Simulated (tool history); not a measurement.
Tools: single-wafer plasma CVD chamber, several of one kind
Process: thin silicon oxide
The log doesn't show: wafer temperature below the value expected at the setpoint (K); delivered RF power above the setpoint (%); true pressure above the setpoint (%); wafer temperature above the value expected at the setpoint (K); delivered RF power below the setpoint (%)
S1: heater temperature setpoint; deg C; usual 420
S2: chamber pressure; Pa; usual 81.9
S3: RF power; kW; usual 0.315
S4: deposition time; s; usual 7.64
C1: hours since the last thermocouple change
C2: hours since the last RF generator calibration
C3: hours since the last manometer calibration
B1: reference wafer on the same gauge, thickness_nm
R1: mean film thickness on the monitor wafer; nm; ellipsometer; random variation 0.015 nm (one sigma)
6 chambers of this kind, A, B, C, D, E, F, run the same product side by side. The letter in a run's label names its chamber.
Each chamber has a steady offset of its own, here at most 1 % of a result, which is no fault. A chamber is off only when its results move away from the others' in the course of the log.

| run | hour | S1 | S2 | S3 | S4 | C1 | C2 | C3 | B1 | R1 |
|---|---|---|---|---|---|---|---|---|---|---|
| 1E | 2.7 | 420 | 81.9 | 0.315 | 7.64 | 2722.4 | 601.5 | 547.8 | 8.601 | 10.68 |
| 2B | 6.5 | 420 | 81.9 | 0.315 | 7.64 | 33 | 1135 | 2312.7 | 8.5995 | 10.818 |
| 3F | 10.6 | 420 | 81.9 | 0.315 | 7.64 | 381.4 | 1691 | 1550.5 | 8.6032 | 10.794 |
| 4C | 13 | 420 | 81.9 | 0.315 | 7.64 | 180.1 | 426.8 | 287.7 | 8.6037 | 10.7 |
| 5A | 15.1 | 420 | 81.9 | 0.315 | 7.64 | 1498.4 | 832.3 | 1149.1 | 8.6038 | 10.797 |
| 6D | 17.6 | 420 | 81.9 | 0.315 | 7.64 | 1739.5 | 1421.7 | 798.9 | 8.6067 | 10.708 |
| 7B | 20.3 | 420 | 81.9 | 0.315 | 7.64 | 46.8 | 1148.8 | 2326.5 | 8.606 | 10.812 |
| 8A | 24.4 | 420 | 81.9 | 0.315 | 7.64 | 1507.7 | 841.6 | 1158.4 | 8.6099 | 10.759 |
| 9D | 27.3 | 420 | 81.9 | 0.315 | 7.64 | 1749.2 | 1431.4 | 808.6 | 8.6124 | 10.687 |
| 10C | 30.5 | 420 | 81.9 | 0.315 | 7.64 | 197.6 | 444.3 | 305.2 | 8.6101 | 10.713 |
| 11F | 32.7 | 420 | 81.9 | 0.315 | 7.64 | 403.5 | 1713.1 | 1572.6 | 8.6116 | 10.801 |
| 12E | 35 | 420 | 81.9 | 0.315 | 7.64 | 2754.7 | 633.8 | 580.1 | 8.6124 | 10.7 |
| 13C | 37.8 | 425 | 74.5 | 0.315 | 7.64 | 204.9 | 451.6 | 312.5 | 8.6156 | 9.6261 |
| 14E | 40.6 | 425 | 74.5 | 0.315 | 7.64 | 2760.3 | 639.4 | 585.7 | 8.6188 | 9.6208 |
| 15D | 44.2 | 425 | 74.5 | 0.315 | 7.64 | 1766.1 | 1448.3 | 825.5 | 8.6152 | 9.6512 |
| 16F | 47.7 | 425 | 74.5 | 0.315 | 7.64 | 418.5 | 1728.1 | 1587.6 | 8.6149 | 9.7425 |
| 17A | 50.4 | 425 | 74.5 | 0.315 | 7.64 | 1533.7 | 867.6 | 1184.4 | 8.6198 | 9.7257 |
| 18B | 52.4 | 425 | 74.5 | 0.315 | 7.64 | 78.9 | 1180.9 | 2358.6 | 8.6217 | 9.732 |
| 19C | 56.2 | 420 | 81.9 | 0.315 | 7.64 | 223.3 | 470 | 330.9 | 8.6206 | 10.706 |
| 20B | 60 | 420 | 81.9 | 0.315 | 7.64 | 86.5 | 1188.5 | 2366.2 | 8.6229 | 10.82 |
|  | 61.6 | chamber A: capacitance manometer re-zeroed and calibrated |
| 21E | 63.4 | 420 | 81.9 | 0.315 | 7.64 | 2783.1 | 662.2 | 608.5 | 8.6242 | 10.675 |
| 22D | 67.5 | 420 | 81.9 | 0.315 | 7.64 | 1789.4 | 1471.6 | 848.8 | 8.6239 | 10.693 |
| 23F | 70.7 | 420 | 81.9 | 0.315 | 7.64 | 441.5 | 1751.1 | 1610.6 | 8.6228 | 10.824 |
|  | 72 | chamber D: RF generator calibrated |
| 24A | 72.8 | 420 | 81.9 | 0.315 | 7.64 | 1556.1 | 890 | 11.2 | 8.6268 | 10.807 |
| 25D | 76.2 | 420 | 81.9 | 0.315 | 7.64 | 1798.1 | 4.2 | 857.5 | 8.6258 | 10.738 |
| 26C | 78.5 | 420 | 81.9 | 0.315 | 7.64 | 245.6 | 492.3 | 353.2 | 8.6316 | 10.741 |
| 27A | 82.4 | 420 | 81.9 | 0.315 | 7.64 | 1565.7 | 899.6 | 20.8 | 8.6296 | 10.818 |
| 28E | 85.5 | 420 | 71.5 | 0.315 | 7.64 | 2805.2 | 684.3 | 630.6 | 8.6308 | 9.2129 |
| 29B | 88.5 | 420 | 71.5 | 0.315 | 7.64 | 115 | 1217 | 2394.7 | 8.6342 | 9.317 |
| 30F | 93 | 420 | 71.5 | 0.315 | 7.64 | 463.8 | 1773.4 | 1632.9 | 8.6356 | 9.3245 |
| 31B | 95.9 | 420 | 71.5 | 0.315 | 7.64 | 122.4 | 1224.4 | 2402.1 | 8.6344 | 9.3261 |
| 32D | 98.8 | 420 | 71.5 | 0.315 | 7.64 | 1820.7 | 26.8 | 880.1 | 8.6326 | 9.2447 |
| 33E | 101.2 | 420 | 71.5 | 0.315 | 7.64 | 2820.9 | 700 | 646.3 | 8.6391 | 9.219 |
| 34C | 104 | 420 | 81.9 | 0.315 | 7.64 | 271.1 | 517.8 | 378.7 | 8.6367 | 10.737 |
| 35A | 108.5 | 420 | 81.9 | 0.315 | 7.64 | 1591.8 | 925.7 | 46.9 | 8.6393 | 10.811 |
| 36F | 111.4 | 420 | 81.9 | 0.315 | 8.64 | 482.2 | 1791.8 | 1651.3 | 8.6408 | 12.258 |
| 37C | 115.9 | 420 | 81.9 | 0.315 | 8.64 | 283 | 529.7 | 390.6 | 8.6413 | 12.162 |
| 38D | 118.4 | 420 | 81.9 | 0.315 | 8.64 | 1840.3 | 46.4 | 899.7 | 8.6449 | 12.156 |
| 39F | 121.9 | 420 | 81.9 | 0.315 | 8.64 | 492.7 | 1802.3 | 1661.8 | 8.6469 | 12.324 |
| 40B | 124.2 | 420 | 81.9 | 0.315 | 8.64 | 150.7 | 1252.7 | 2430.4 | 8.6412 | 12.243 |
| 41A | 128.2 | 420 | 81.9 | 0.315 | 8.64 | 1611.5 | 945.4 | 66.6 | 8.649 | 12.276 |
| 42E | 130.5 | 420 | 81.9 | 0.315 | 7.64 | 2850.2 | 729.3 | 675.6 | 8.6513 | 10.696 |
| 43E | 132.8 | 420 | 81.9 | 0.315 | 7.64 | 2852.5 | 731.6 | 677.9 | 8.648 | 10.731 |

Is one chamber off against the others, does the gauge drift, or is nothing wrong? If a chamber is off, say which, and what the likeliest cause is.

The gauge drifts, so all chambers seem to drift together. No chamber is off.
Cause: gauge reads high (%) = 0.582.
